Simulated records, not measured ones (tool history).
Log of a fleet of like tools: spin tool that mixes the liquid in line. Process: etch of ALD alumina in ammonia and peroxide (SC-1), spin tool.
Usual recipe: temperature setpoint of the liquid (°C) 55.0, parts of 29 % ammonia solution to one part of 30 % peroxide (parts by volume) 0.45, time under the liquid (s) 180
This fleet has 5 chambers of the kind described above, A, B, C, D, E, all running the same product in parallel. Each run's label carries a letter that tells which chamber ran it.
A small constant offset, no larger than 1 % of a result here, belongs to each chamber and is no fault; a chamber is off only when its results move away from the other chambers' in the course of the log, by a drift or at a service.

| run | hour | temperature setpoint of the liquid (°C) | parts of 29 % ammonia solution to one part of 30 % peroxide (parts by volume) | time under the liquid (s) | hours since the thermometer was replaced | hours since the ammonia flow meter was replaced | hours since the heated supply line was repaired | hours since the drum of ammonia solution was connected | read-back film thickness of the ALD alumina reference wafer, read on the same gauge (nm) | thickness taken off the ALD alumina on a monitor wafer (angstrom) |
|---|---|---|---|---|---|---|---|---|---|---|
| 1E | 4.9 | 55.0 | 0.45 | 180 | 344.4 | 963.3 | 1393.4 | 163.7 | 89.991 | 145.920 |
| 2B | 11.7 | 55.0 | 0.45 | 180 | 436.0 | 68.3 | 2530.9 | 546.0 | 90.027 | 148.830 |
| 3C | 17.7 | 55.0 | 0.45 | 180 | 1609.5 | 1020.0 | 801.8 | 579.4 | 90.018 | 146.820 |
| 4A | 25.5 | 55.0 | 0.45 | 180 | 712.0 | 115.4 | 402.2 | 321.1 | 89.968 | 146.770 |
|  | 26.2 | chamber B: new drum of ammonia solution connected |
| 5D | 29.4 | 55.0 | 0.45 | 180 | 256.7 | 1286.0 | 1810.5 | 242.4 | 90.018 | 147.240 |
| 6B | 34.8 | 55.0 | 0.45 | 180 | 459.1 | 91.4 | 2554.0 | 8.6 | 90.002 | 147.530 |
| 7E | 40.9 | 55.0 | 0.45 | 180 | 380.4 | 999.3 | 1429.4 | 199.7 | 90.023 | 144.500 |
| 8D | 44.8 | 55.0 | 0.45 | 180 | 272.1 | 1301.4 | 1825.9 | 257.8 | 89.971 | 146.290 |
| 9A | 49.4 | 55.0 | 0.45 | 180 | 735.9 | 139.3 | 426.1 | 345.0 | 89.961 | 146.640 |
| 10C | 55.1 | 55.0 | 0.45 | 180 | 1646.9 | 1057.4 | 839.2 | 616.8 | 89.971 | 148.060 |
| 11A | 62.6 | 55.0 | 0.45 | 180 | 749.1 | 152.5 | 439.3 | 358.2 | 89.958 | 146.410 |
| 12C | 67.2 | 52.0 | 0.60 | 180 | 1659.0 | 1069.5 | 851.3 | 628.9 | 89.990 | 129.290 |
| 13B | 73.7 | 52.0 | 0.60 | 180 | 498.0 | 130.3 | 2592.9 | 47.5 | 90.021 | 129.430 |
|  | 77.7 | chamber B: heated supply line repaired |
|  | 77.9 | chamber E: heated supply line repaired |
| 14D | 79.5 | 52.0 | 0.60 | 180 | 306.8 | 1336.1 | 1860.6 | 292.5 | 89.987 | 127.460 |
| 15E | 84.0 | 52.0 | 0.60 | 180 | 423.5 | 1042.4 | 6.1 | 242.8 | 90.023 | 128.350 |
| 16C | 89.3 | 52.0 | 0.60 | 180 | 1681.1 | 1091.6 | 873.4 | 651.0 | 90.014 | 130.240 |
| 17E | 96.5 | 55.0 | 0.45 | 180 | 436.0 | 1054.9 | 18.6 | 255.3 | 89.990 | 145.880 |
| 18D | 100.5 | 55.0 | 0.45 | 180 | 327.8 | 1357.1 | 1881.6 | 313.5 | 89.992 | 147.290 |
| 19B | 103.9 | 55.0 | 0.45 | 180 | 528.2 | 160.5 | 26.2 | 77.7 | 89.982 | 148.020 |
| 20A | 111.1 | 55.0 | 0.45 | 180 | 797.6 | 201.0 | 487.8 | 406.7 | 89.959 | 143.890 |
| 21A | 117.7 | 50.5 | 0.55 | 180 | 804.2 | 207.6 | 494.4 | 413.3 | 90.023 | 115.150 |
| 22C | 123.4 | 50.5 | 0.55 | 180 | 1715.2 | 1125.7 | 907.5 | 685.1 | 90.023 | 119.120 |
| 23B | 129.0 | 50.5 | 0.55 | 180 | 553.3 | 185.6 | 51.3 | 102.8 | 89.999 | 118.280 |
| 24E | 132.7 | 50.5 | 0.55 | 180 | 472.2 | 1091.1 | 54.8 | 291.5 | 89.980 | 116.510 |
| 25D | 139.0 | 50.5 | 0.55 | 180 | 366.3 | 1395.6 | 1920.1 | 352.0 | 90.015 | 116.870 |
| 26C | 143.5 | 55.0 | 0.45 | 180 | 1735.3 | 1145.8 | 927.6 | 705.2 | 90.034 | 147.700 |
|  | 145.5 | chamber C: ammonia flow meter replaced |
| 27D | 150.2 | 48.5 | 0.45 | 180 | 377.5 | 1406.8 | 1931.3 | 363.2 | 90.016 | 102.900 |
| 28B | 156.1 | 48.5 | 0.45 | 180 | 580.4 | 212.7 | 78.4 | 129.9 | 89.989 | 104.100 |
| 29A | 161.3 | 48.5 | 0.45 | 180 | 847.8 | 251.2 | 538.0 | 456.9 | 90.018 | 98.742 |
|  | 166.7 | chamber E: new drum of ammonia solution connected |
| 30E | 168.4 | 48.5 | 0.45 | 180 | 507.9 | 1126.8 | 90.5 | 1.7 | 90.005 | 102.920 |
| 31D | 176.2 | 48.5 | 0.45 | 180 | 403.5 | 1432.8 | 1957.3 | 389.2 | 89.987 | 103.020 |
| 32C | 181.8 | 55.0 | 0.45 | 180 | 1773.6 | 36.3 | 965.9 | 743.5 | 89.995 | 146.600 |
| 33B | 186.9 | 55.0 | 0.45 | 180 | 611.2 | 243.5 | 109.2 | 160.7 | 89.968 | 148.170 |

What goes on in this fleet: one chamber off, a drifting gauge, or nothing beyond the chambers' own small offsets? Name the chamber and the cause, if any.

Chamber A drifts away from the others.
Cause: temperature lost on the way to the wafer (K) = 1.
The log might look much the same if the cause were instead: liquid colder than its thermometer reads (K).

Chamber A could run next with any of the 4 candidate recipes listed below; each alters the usual settings, and their results appear as question marks. Which one brings its results back in line with what the other chambers deliver on the usual settings?
In line means no further than this from the other chambers' mean on the usual settings: thickness taken off the ALD alumina on a monitor wafer (angstrom) 2.000
| 34A-1 | 192.5 | 55.0 | 0.45 | 170 |  |  |  |  |  | ? |
| 34A-2 | 192.5 | 55.5 | 0.45 | 185 |  |  |  |  |  | ? |
| 34A-3 | 192.5 | 55.0 | 0.45 | 165 |  |  |  |  |  | ? |
| 34A-4 | 192.5 | 56.5 | 0.45 | 180 |  |  |  |  |  | ? |

What the other chambers average on the usual settings: thickness taken off the ALD alumina on a monitor wafer (angstrom) 147.170
| run | thickness taken off the ALD alumina on a monitor wafer (angstrom) |
|---|---|
| 34A-1 | 131.980 |
| 34A-2 | 147.440 |
| 34A-3 | 128.100 |
| 34A-4 | 151.280 |
It is 34A-2 that realigns the chamber with its peers.

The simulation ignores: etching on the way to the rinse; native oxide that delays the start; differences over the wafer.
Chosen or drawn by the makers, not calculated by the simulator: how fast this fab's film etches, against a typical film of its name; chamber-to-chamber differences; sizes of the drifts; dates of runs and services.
